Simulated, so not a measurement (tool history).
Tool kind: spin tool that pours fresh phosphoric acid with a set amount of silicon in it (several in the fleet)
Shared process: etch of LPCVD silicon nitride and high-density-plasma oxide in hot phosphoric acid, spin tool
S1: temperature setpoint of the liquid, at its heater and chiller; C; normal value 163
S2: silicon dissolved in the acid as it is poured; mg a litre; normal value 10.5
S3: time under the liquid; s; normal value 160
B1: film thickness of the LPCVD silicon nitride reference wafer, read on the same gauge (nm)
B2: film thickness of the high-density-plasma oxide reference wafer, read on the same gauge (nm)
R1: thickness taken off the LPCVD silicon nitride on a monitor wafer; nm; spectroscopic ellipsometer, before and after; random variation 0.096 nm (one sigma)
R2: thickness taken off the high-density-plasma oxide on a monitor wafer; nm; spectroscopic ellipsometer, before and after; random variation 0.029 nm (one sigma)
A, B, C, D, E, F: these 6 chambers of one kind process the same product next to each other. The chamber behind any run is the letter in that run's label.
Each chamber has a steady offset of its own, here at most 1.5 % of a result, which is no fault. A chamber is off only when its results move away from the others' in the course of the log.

run,hour,S1,S2,S3,B1,B2,R1,R2
1C,14,163,10.5,160,129.99,50.013,14.675,0.55695
2D,24.2,163,10.5,160,130.04,49.981,14.319,0.5784
3E,31.2,163,10.5,160,129.99,50.005,14.705,0.52552
4F,39.6,163,10.5,160,129.98,49.997,14.516,0.58319
5A,51.1,163,10.5,160,129.98,49.974,14.535,0.57317
6B,64.5,163,10.5,160,129.99,49.979,14.534,0.55311
7E,71.6,163,10.5,160,129.99,49.987,14.632,0.55868
8F,85.8,163,10.5,160,130.01,50.009,14.623,0.57321
# hour 91.7: chamber D: dissolved silicon flow meter replaced
# hour 94.6: chamber C: heated supply line repaired
# hour 96.3: chamber C: dissolved silicon flow meter replaced
9D,98.4,163,10.5,160,130.01,49.987,14.524,0.52034
10A,113.8,163,10.5,160,130,49.984,14.331,0.64185
# hour 123.8: chamber B: heated supply line repaired
11B,123.8,163,10.5,160,129.96,49.989,14.632,0.59807
12C,132.2,163,10.5,225,129.99,50.015,20.849,0.8803
13D,145.3,163,10.5,225,130.03,50.013,20.235,0.88033
14C,155.1,163,10.5,225,129.96,50.001,20.364,0.8289
15A,168.9,163,10.5,225,130,49.996,20.216,0.85816
16E,176.3,163,10.5,225,129.99,50.026,20.508,0.85722
17F,187.7,163,10.5,225,130,49.989,20.761,0.76675
18B,197.1,163,10.5,160,130.02,50.009,14.46,0.62859
19E,204.4,163,10.5,160,130,49.989,14.717,0.57276
20D,215.4,163,10.5,160,130,49.988,14.265,0.58045
21B,224.3,163,10.5,160,130,50.012,14.525,0.56247
22F,233.9,163,10.5,160,129.99,50.01,14.811,0.60862
23C,241.4,160,10.5,215,130.01,50.001,17.8,0.68037
24A,248.7,160,10.5,215,129.98,50.009,17.53,0.619
25A,264.5,160,10.5,215,130,50.016,17.568,0.6888
26F,277.4,160,10.5,215,130.02,50.015,17.837,0.61136
27C,285.7,160,10.5,215,130.02,49.997,17.965,0.61895
28E,297.1,160,10.5,215,130,49.985,17.685,0.59957
29B,307.5,161.5,7,160,130,50.01,13.745,0.52504
30D,314.5,161.5,7,160,129.99,50.026,13.631,0.54669
31D,328.9,161.5,7,160,129.96,49.983,13.688,0.56211
# hour 332.7: chamber C: thermometer replaced
32A,339.3,161.5,7,160,130.03,50.002,13.727,0.63767
33E,351.4,161.5,7,160,130,49.971,13.868,0.55043
34C,359.2,161.5,7,160,129.99,50.026,13.906,0.51639
35F,368.1,163,10.5,160,130.01,49.998,14.672,0.6036
36B,378.2,163,10.5,160,130.01,49.989,14.612,0.64908
37A,385.6,163,10.5,160,130,50.023,14.569,0.59952

One chamber off, gauge drift, or nothing amiss beyond the chambers' own small offsets? If it is a chamber, which one, and what is the likeliest cause?

All chambers stay in line apart from their small fixed offsets, and the gauge does not drift.
